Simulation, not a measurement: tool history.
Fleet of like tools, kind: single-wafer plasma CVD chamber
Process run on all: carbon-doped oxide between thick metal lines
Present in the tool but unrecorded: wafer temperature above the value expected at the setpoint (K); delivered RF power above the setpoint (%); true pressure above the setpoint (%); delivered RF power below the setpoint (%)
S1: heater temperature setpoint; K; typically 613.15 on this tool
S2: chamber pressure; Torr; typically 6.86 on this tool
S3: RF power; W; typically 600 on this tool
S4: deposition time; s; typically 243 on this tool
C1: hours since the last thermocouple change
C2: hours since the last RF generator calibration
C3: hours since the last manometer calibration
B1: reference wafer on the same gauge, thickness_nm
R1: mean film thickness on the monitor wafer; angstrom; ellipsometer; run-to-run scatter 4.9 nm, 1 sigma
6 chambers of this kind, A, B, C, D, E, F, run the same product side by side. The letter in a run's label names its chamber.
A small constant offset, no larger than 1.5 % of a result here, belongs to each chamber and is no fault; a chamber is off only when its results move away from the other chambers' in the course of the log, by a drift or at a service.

-- hour=1.7 chamber D: RF generator calibrated
run 1B hour=7.1 | S1=613.15 S2=6.86 S3=600 S4=243 | C1=532.9 C2=680.0 C3=191.7 | B1=1490.4 | R1=14287
run 2F hour=20.1 | S1=613.15 S2=6.86 S3=600 S4=243 | C1=1551.7 C2=1145.9 C3=616.3 | B1=1489.5 | R1=14634
run 3A hour=27.9 | S1=613.15 S2=6.86 S3=600 S4=243 | C1=1769.9 C2=1107.6 C3=2152.0 | B1=1489.8 | R1=14599
run 4C hour=36.6 | S1=613.15 S2=6.86 S3=600 S4=243 | C1=1559.1 C2=353.9 C3=1183.2 | B1=1489.5 | R1=14669
run 5D hour=49.6 | S1=613.15 S2=6.86 S3=600 S4=243 | C1=2615.8 C2=47.9 C3=2367.4 | B1=1491.6 | R1=14543
-- hour=59.5 chamber D: thermocouple changed; heater temperature recalibrated
run 6E hour=61.4 | S1=613.15 S2=6.86 S3=600 S4=243 | C1=389.0 C2=898.7 C3=492.2 | B1=1489.0 | R1=14524
run 7A hour=69.0 | S1=613.15 S2=6.86 S3=600 S4=243 | C1=1811.0 C2=1148.7 C3=2193.1 | B1=1490.1 | R1=14568
run 8F hour=81.0 | S1=613.15 S2=6.86 S3=600 S4=243 | C1=1612.6 C2=1206.8 C3=677.2 | B1=1490.8 | R1=14704
run 9B hour=89.9 | S1=613.15 S2=6.86 S3=600 S4=243 | C1=615.7 C2=762.8 C3=274.5 | B1=1489.2 | R1=14397
run 10E hour=100.8 | S1=613.15 S2=6.86 S3=600 S4=243 | C1=428.4 C2=938.1 C3=531.6 | B1=1490.5 | R1=14557
run 11D hour=110.5 | S1=613.15 S2=6.86 S3=600 S4=243 | C1=51.0 C2=108.8 C3=2428.3 | B1=1488.9 | R1=14567
run 12C hour=122.3 | S1=613.15 S2=6.86 S3=600 S4=243 | C1=1644.8 C2=439.6 C3=1268.9 | B1=1490.3 | R1=14674
run 13E hour=130.6 | S1=613.15 S2=6.86 S3=600 S4=243 | C1=458.2 C2=967.9 C3=561.4 | B1=1491.2 | R1=14549
run 14F hour=136.7 | S1=613.15 S2=6.86 S3=600 S4=243 | C1=1668.3 C2=1262.5 C3=732.9 | B1=1489.6 | R1=14855
run 15C hour=145.0 | S1=613.15 S2=6.86 S3=600 S4=243 | C1=1667.5 C2=462.3 C3=1291.6 | B1=1491.7 | R1=14606
run 16A hour=155.7 | S1=613.15 S2=6.86 S3=600 S4=243 | C1=1897.7 C2=1235.4 C3=2279.8 | B1=1489.5 | R1=14669
run 17D hour=168.5 | S1=613.15 S2=6.86 S3=600 S4=243 | C1=109.0 C2=166.8 C3=2486.3 | B1=1490.4 | R1=14612
run 18B hour=179.3 | S1=613.15 S2=6.86 S3=600 S4=243 | C1=705.1 C2=852.2 C3=363.9 | B1=1490.8 | R1=14429
-- hour=180.1 chamber E: RF generator calibrated
run 19F hour=188.9 | S1=613.15 S2=6.86 S3=600 S4=243 | C1=1720.5 C2=1314.7 C3=785.1 | B1=1490.5 | R1=14763
run 20A hour=200.5 | S1=626.15 S2=6.86 S3=600 S4=281 | C1=1942.5 C2=1280.2 C3=2324.6 | B1=1489.9 | R1=16280
run 21E hour=207.4 | S1=626.15 S2=6.86 S3=600 S4=281 | C1=535.0 C2=27.4 C3=638.2 | B1=1489.9 | R1=16241
run 22C hour=218.8 | S1=626.15 S2=6.86 S3=600 S4=281 | C1=1741.3 C2=536.1 C3=1365.4 | B1=1490.0 | R1=16411
run 23B hour=225.4 | S1=626.15 S2=6.86 S3=600 S4=281 | C1=751.2 C2=898.3 C3=410.0 | B1=1490.5 | R1=16041
run 24D hour=238.5 | S1=626.15 S2=6.86 S3=600 S4=281 | C1=179.0 C2=236.8 C3=2556.3 | B1=1488.4 | R1=16239
run 25D hour=249.5 | S1=626.15 S2=6.86 S3=600 S4=281 | C1=190.0 C2=247.8 C3=2567.3 | B1=1490.3 | R1=16285
run 26A hour=261.0 | S1=613.15 S2=6.86 S3=700 S4=243 | C1=2003.0 C2=1340.7 C3=2385.1 | B1=1489.5 | R1=16076
run 27C hour=272.3 | S1=613.15 S2=6.86 S3=700 S4=243 | C1=1794.8 C2=589.6 C3=1418.9 | B1=1491.1 | R1=16028
run 28F hour=279.6 | S1=613.15 S2=6.86 S3=700 S4=243 | C1=1811.2 C2=1405.4 C3=875.8 | B1=1489.2 | R1=16153
run 29E hour=288.9 | S1=613.15 S2=6.86 S3=700 S4=243 | C1=616.5 C2=108.9 C3=719.7 | B1=1488.7 | R1=16031
run 30B hour=301.1 | S1=613.15 S2=6.86 S3=700 S4=243 | C1=826.9 C2=974.0 C3=485.7 | B1=1489.4 | R1=15807
run 31C hour=313.2 | S1=613.15 S2=6.86 S3=700 S4=243 | C1=1835.7 C2=630.5 C3=1459.8 | B1=1490.2 | R1=16076
run 32A hour=326.9 | S1=613.15 S2=6.86 S3=600 S4=243 | C1=2068.9 C2=1406.6 C3=2451.0 | B1=1489.3 | R1=14612
run 33D hour=334.0 | S1=613.15 S2=6.86 S3=600 S4=243 | C1=274.5 C2=332.3 C3=2651.8 | B1=1489.7 | R1=14543
run 34B hour=341.0 | S1=613.15 S2=6.86 S3=600 S4=243 | C1=866.8 C2=1013.9 C3=525.6 | B1=1491.2 | R1=14327
run 35F hour=354.2 | S1=613.15 S2=6.86 S3=600 S4=243 | C1=1885.8 C2=1480.0 C3=950.4 | B1=1489.8 | R1=14725
run 36E hour=363.2 | S1=604.15 S2=6.86 S3=600 S4=243 | C1=690.8 C2=183.2 C3=794.0 | B1=1489.8 | R1=14888
run 37A hour=374.8 | S1=604.15 S2=6.86 S3=600 S4=243 | C1=2116.8 C2=1454.5 C3=2498.9 | B1=1488.9 | R1=14863
run 38C hour=386.4 | S1=604.15 S2=6.86 S3=600 S4=243 | C1=1908.9 C2=703.7 C3=1533.0 | B1=1489.2 | R1=15012
run 39B hour=400.3 | S1=604.15 S2=6.86 S3=600 S4=243 | C1=926.1 C2=1073.2 C3=584.9 | B1=1489.4 | R1=14750
run 40D hour=406.6 | S1=604.15 S2=6.86 S3=600 S4=243 | C1=347.1 C2=404.9 C3=2724.4 | B1=1489.2 | R1=14912
run 41F hour=414.0 | S1=604.15 S2=6.86 S3=600 S4=243 | C1=1945.6 C2=1539.8 C3=1010.2 | B1=1489.4 | R1=15154

Is one chamber out of step, is the gauge drifting, or do the chambers differ by no more than their own small offsets? For an off chamber, give its letter and the likeliest cause.

Nothing is wrong: each chamber keeps only its own small, steady offset and the gauge holds still.
